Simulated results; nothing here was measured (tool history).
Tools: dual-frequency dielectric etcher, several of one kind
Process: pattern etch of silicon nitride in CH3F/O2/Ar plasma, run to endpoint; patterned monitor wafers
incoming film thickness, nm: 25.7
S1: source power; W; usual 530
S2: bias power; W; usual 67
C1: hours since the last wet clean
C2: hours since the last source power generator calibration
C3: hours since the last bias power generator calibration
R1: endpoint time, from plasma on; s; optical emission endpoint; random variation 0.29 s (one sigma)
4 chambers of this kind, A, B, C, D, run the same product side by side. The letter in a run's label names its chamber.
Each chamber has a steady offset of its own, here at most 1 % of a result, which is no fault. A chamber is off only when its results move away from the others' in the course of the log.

run    day   S1  S2     C1      C2      C3      R1
 1B  0.258  530  67  187.4   309.5  3031.8  34.176
 2C  0.467  530  67  305.6  1098.0  2253.9  34.427
 3A  0.850  530  67  305.4   144.2  1467.3  34.524
 4D  1.308  530  67  521.9  1306.3   375.8  34.461
 5B  1.650  530  67  220.8   342.9  3065.2  34.220
 6A  1.892  530  67  330.4   169.2  1492.3  34.066
     1.967  -- chamber D: wet clean of the chamber
 7C  2.279  530  67  349.1  1141.5  2297.4  33.966
 8D  2.742  530  67   18.7  1340.7   410.2  34.591
 9D  3.079  530  67   26.8  1348.8   418.3  34.984
10B  3.500  530  67  265.2   387.3  3109.6  34.062
11C  3.783  530  67  385.2  1177.6  2333.5  34.167
12A  4.108  530  67  383.6   222.4  1545.5  34.168
13B  4.467  530  67  288.4   410.5  3132.8  33.691
     4.529  -- chamber C: wet clean of the chamber
     4.746  -- chamber C: bias power generator calibrated
14A  4.912  530  67  402.9   241.7  1564.8  34.752
15D  5.238  530  67   78.6  1400.6   470.1  34.720
16C  5.571  530  67   25.0  1220.5    19.9  33.785
17B  5.825  530  67  321.0   443.1  3165.4  34.081
18D  6.217  530  67  102.1  1424.1   493.6  33.831
19C  6.462  530  67   46.4  1241.9    41.3  34.016
20A  6.754  530  60  447.1   285.9  1609.0  36.017
21B  7.017  530  60  349.6   471.7  3194.0  35.205
22C  7.408  530  60   69.1  1264.6    64.0  35.152
23D  7.617  530  60  135.7  1457.7   527.2  36.015
24A  8.012  410  67  477.3   316.1  1639.2  39.070
25C  8.354  410  67   91.8  1287.3    86.7  37.443
26A  8.658  410  67  492.8   331.6  1654.7  39.570
27D  9.008  410  67  169.1  1491.1   560.6  37.769
28B  9.379  530  67  406.3   528.4  3250.7  34.105

Next, every chamber runs the same settings. What will each give?
29A  9.721  530  67               ?
29B  9.721  530  67               ?
29C  9.721  530  67               ?
29D  9.721  530  67               ?

run      R1
29A  36.558
29B  33.844
29C  34.497
29D  34.508
